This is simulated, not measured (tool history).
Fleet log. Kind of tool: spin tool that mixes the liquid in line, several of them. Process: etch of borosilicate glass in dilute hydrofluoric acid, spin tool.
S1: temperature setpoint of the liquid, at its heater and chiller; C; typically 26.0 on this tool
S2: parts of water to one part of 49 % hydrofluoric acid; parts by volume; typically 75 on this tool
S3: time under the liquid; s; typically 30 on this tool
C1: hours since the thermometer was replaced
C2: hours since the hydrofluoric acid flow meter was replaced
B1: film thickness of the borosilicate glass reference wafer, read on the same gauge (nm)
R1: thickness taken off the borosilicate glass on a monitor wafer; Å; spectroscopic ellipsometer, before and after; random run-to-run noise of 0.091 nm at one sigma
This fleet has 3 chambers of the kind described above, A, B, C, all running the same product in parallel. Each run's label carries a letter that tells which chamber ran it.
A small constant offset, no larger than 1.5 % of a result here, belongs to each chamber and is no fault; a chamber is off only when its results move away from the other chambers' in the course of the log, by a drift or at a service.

Run 1A, day 0.158: usual settings; C1 451.4; C2 262.0; B1 40.036. Result: R1 113.130 Å.
Run 2B, day 0.333: usual settings; C1 1467.0; C2 470.6; B1 40.011. Result: R1 110.040 Å.
Run 3C, day 0.425: usual settings; C1 322.9; C2 459.7; B1 40.011. Result: R1 111.580 Å.
Run 4C, day 0.575: usual settings; C1 326.5; C2 463.3; B1 39.999. Result: R1 111.460 Å.
Run 5B, day 0.671: usual settings; C1 1475.1; C2 478.7; B1 40.015. Result: R1 109.010 Å.
Run 6A, day 0.796: usual settings; C1 466.7; C2 277.3; B1 39.997. Result: R1 114.410 Å.
Run 7A, day 0.946: usual settings; C1 470.3; C2 280.9; B1 40.004. Result: R1 113.990 Å.
Run 8C, day 1.154: usual settings; C1 340.4; C2 477.2; B1 40.006. Result: R1 111.860 Å.
Run 9B, day 1.254: usual settings; C1 1489.1; C2 492.7; B1 40.001. Result: R1 109.750 Å.
Run 10A, day 1.442: usual settings; C1 482.2; C2 292.8; B1 39.960. Result: R1 112.090 Å.
Run 11B, day 1.567: usual settings; C1 1496.6; C2 500.2; B1 39.971. Result: R1 109.470 Å.
Run 12C, day 1.742: usual settings but S1 21.5 C, S3 25 s; C1 354.5; C2 491.3; B1 40.009. Result: R1 76.918 Å.
Run 13B, day 1.946: usual settings but S1 21.5 C, S3 25 s; C1 1505.7; C2 509.3; B1 39.993. Result: R1 76.700 Å.
Run 14C, day 2.067: usual settings but S1 21.5 C, S3 25 s; C1 362.3; C2 499.1; B1 40.023. Result: R1 77.299 Å.
Run 15A, day 2.217: usual settings; C1 500.8; C2 311.4; B1 39.984. Result: R1 113.100 Å.
Run 16B, day 2.325: usual settings but S1 30.5 C; C1 1514.8; C2 518.4; B1 40.002. Result: R1 132.230 Å.
Run 17C, day 2.508: usual settings but S1 30.5 C; C1 372.9; C2 509.7; B1 40.004. Result: R1 132.480 Å.
Run 18A, day 2.671: usual settings but S1 30.5 C; C1 511.7; C2 322.3; B1 39.949. Result: R1 134.420 Å.
At day 2.750: chamber B: hydrofluoric acid flow meter replaced.
Run 19A, day 2.879: usual settings; C1 516.7; C2 327.3; B1 40.000. Result: R1 115.300 Å.
Run 20C, day 3.050: usual settings; C1 385.9; C2 522.7; B1 39.975. Result: R1 111.600 Å.
Run 21B, day 3.254: usual settings; C1 1537.1; C2 12.2; B1 39.970. Result: R1 110.590 Å.
Run 22B, day 3.454: usual settings but S2 110 parts by volume, S3 15 s; C1 1541.9; C2 17.0; B1 39.990. Result: R1 36.190 Å.
Run 23C, day 3.562: usual settings but S2 110 parts by volume, S3 15 s; C1 398.2; C2 535.0; B1 40.002. Result: R1 36.862 Å.
Run 24A, day 3.762: usual settings but S2 110 parts by volume, S3 15 s; C1 537.9; C2 348.5; B1 39.993. Result: R1 37.922 Å.
Run 25A, day 3.962: usual settings; C1 542.7; C2 353.3; B1 40.001. Result: R1 119.510 Å.
Run 26B, day 4.162: usual settings; C1 1558.9; C2 34.0; B1 39.979. Result: R1 110.560 Å.
Run 27C, day 4.321: usual settings; C1 416.4; C2 553.2; B1 40.008. Result: R1 110.500 Å.
Run 28A, day 4.442: usual settings; C1 554.2; C2 364.8; B1 40.012. Result: R1 118.740 Å.
Run 29B, day 4.596: usual settings; C1 1569.3; C2 44.4; B1 39.994. Result: R1 109.470 Å.
Run 30C, day 4.725: usual settings; C1 426.1; C2 562.9; B1 40.002. Result: R1 111.630 Å.
Run 31B, day 4.908: usual settings; C1 1576.8; C2 51.9; B1 39.986. Result: R1 110.620 Å.
Run 32C, day 5.104: usual settings but S1 24.0 C, S3 50 s; C1 435.2; C2 572.0; B1 39.986. Result: R1 173.130 Å.
Run 33A, day 5.217: usual settings but S1 24.0 C, S3 50 s; C1 572.8; C2 383.4; B1 40.024. Result: R1 187.340 Å.
Run 34C, day 5.408: usual settings but S1 24.0 C, S3 50 s; C1 442.5; C2 579.3; B1 40.002. Result: R1 173.050 Å.
Run 35A, day 5.504: usual settings; C1 579.7; C2 390.3; B1 39.992. Result: R1 121.830 Å.
Run 36B, day 5.704: usual settings; C1 1595.9; C2 71.0; B1 40.031. Result: R1 111.090 Å.

For the next run the whole fleet of 3 chambers uses the same settings. Give each chamber's results:
Run 37A, day 5.858: usual settings but S3 15 s. Result: R1 ?.
Run 37B, day 5.858: usual settings but S3 15 s. Result: R1 ?.
Run 37C, day 5.858: usual settings but S3 15 s. Result: R1 ?.

run      R1
37A  61.380
37B  55.618
37C  56.301
